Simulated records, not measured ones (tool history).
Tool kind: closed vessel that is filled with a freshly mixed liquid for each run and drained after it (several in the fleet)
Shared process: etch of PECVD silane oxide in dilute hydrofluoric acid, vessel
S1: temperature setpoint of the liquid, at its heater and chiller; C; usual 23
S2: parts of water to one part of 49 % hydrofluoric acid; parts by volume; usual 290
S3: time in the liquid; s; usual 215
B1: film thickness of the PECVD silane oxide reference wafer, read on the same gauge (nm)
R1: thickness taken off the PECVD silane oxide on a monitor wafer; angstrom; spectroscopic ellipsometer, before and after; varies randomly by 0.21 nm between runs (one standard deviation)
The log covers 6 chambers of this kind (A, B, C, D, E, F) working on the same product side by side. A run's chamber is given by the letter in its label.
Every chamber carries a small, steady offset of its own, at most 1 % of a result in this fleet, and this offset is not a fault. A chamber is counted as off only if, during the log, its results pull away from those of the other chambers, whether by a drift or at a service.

| run | day | S1 | S2 | S3 | B1 | R1 |
|---|---|---|---|---|---|---|
| 1E | 0.404 | 23 | 290 | 215 | 39.991 | 239.81 |
| 2C | 0.608 | 23 | 290 | 215 | 39.991 | 239.96 |
| 3A | 0.842 | 23 | 290 | 215 | 39.993 | 239.16 |
| 4B | 1.154 | 23 | 290 | 215 | 39.975 | 240.21 |
| 5F | 1.408 | 18.5 | 360 | 215 | 39.985 | 153.74 |
| 6D | 1.725 | 18.5 | 360 | 215 | 39.996 | 157.89 |
| 7B | 2 | 18.5 | 360 | 215 | 40.013 | 155.04 |
| 8C | 2.421 | 18.5 | 360 | 215 | 39.984 | 154.86 |
| 9E | 2.675 | 18.5 | 360 | 215 | 39.984 | 153.08 |
| 10F | 3.117 | 18.5 | 360 | 215 | 40.005 | 155.5 |
| 11A | 3.55 | 23 | 290 | 215 | 39.99 | 238.36 |
| 12D | 3.829 | 23 | 290 | 215 | 40 | 241.31 |
| 13F | 4.242 | 23 | 290 | 215 | 39.993 | 239.25 |
| 14E | 4.596 | 23 | 290 | 215 | 39.979 | 238.75 |
| 15B | 4.9 | 23 | 290 | 215 | 40.003 | 242.8 |
|  | 4.954 | chamber E: thermometer replaced |
| 16A | 5.204 | 23 | 290 | 215 | 39.999 | 237.99 |
| 17C | 5.575 | 23 | 290 | 215 | 39.98 | 242.14 |
| 18D | 6.021 | 25.5 | 290 | 215 | 40.005 | 267.76 |
| 19A | 6.392 | 25.5 | 290 | 215 | 39.991 | 256.76 |
| 20E | 6.767 | 25.5 | 290 | 215 | 40.007 | 264.21 |
| 21D | 7.188 | 25.5 | 290 | 215 | 40.001 | 264.13 |
| 22B | 7.458 | 25.5 | 290 | 215 | 40.007 | 270.47 |
| 23F | 7.804 | 25.5 | 290 | 215 | 39.988 | 261.78 |
| 24C | 8.054 | 23 | 290 | 215 | 40 | 239.35 |
| 25A | 8.317 | 23 | 290 | 215 | 39.998 | 242.46 |
| 26C | 8.6 | 23 | 290 | 215 | 40.016 | 241.29 |
| 27D | 8.875 | 23 | 290 | 215 | 39.997 | 244.8 |
| 28B | 9.083 | 23 | 290 | 215 | 39.99 | 254.04 |
| 29F | 9.392 | 23 | 290 | 215 | 39.993 | 239.93 |
| 30E | 9.792 | 23 | 290 | 215 | 40.018 | 243 |
| 31D | 10.067 | 25.5 | 290 | 120 | 40.002 | 149.54 |
| 32E | 10.429 | 25.5 | 290 | 120 | 39.985 | 145.85 |
| 33F | 10.758 | 25.5 | 290 | 120 | 40.013 | 147.04 |
| 34B | 11.125 | 25.5 | 290 | 120 | 40.005 | 156.25 |
| 35A | 11.496 | 25.5 | 290 | 120 | 39.985 | 146.85 |
| 36C | 11.871 | 25.5 | 290 | 120 | 40.022 | 146.55 |
| 37B | 12.162 | 23 | 290 | 215 | 40.006 | 257.36 |

Predict what each chamber gives when all 6 of them run the settings below next.
| 38A | 12.479 | 23 | 290 | 215 |  | ? |
| 38B | 12.479 | 23 | 290 | 215 |  | ? |
| 38C | 12.479 | 23 | 290 | 215 |  | ? |
| 38D | 12.479 | 23 | 290 | 215 |  | ? |
| 38E | 12.479 | 23 | 290 | 215 |  | ? |
| 38F | 12.479 | 23 | 290 | 215 |  | ? |

| run | R1 |
|---|---|
| 38A | 237.83 |
| 38B | 262.17 |
| 38C | 243.62 |
| 38D | 244.66 |
| 38E | 242.87 |
| 38F | 242.51 |
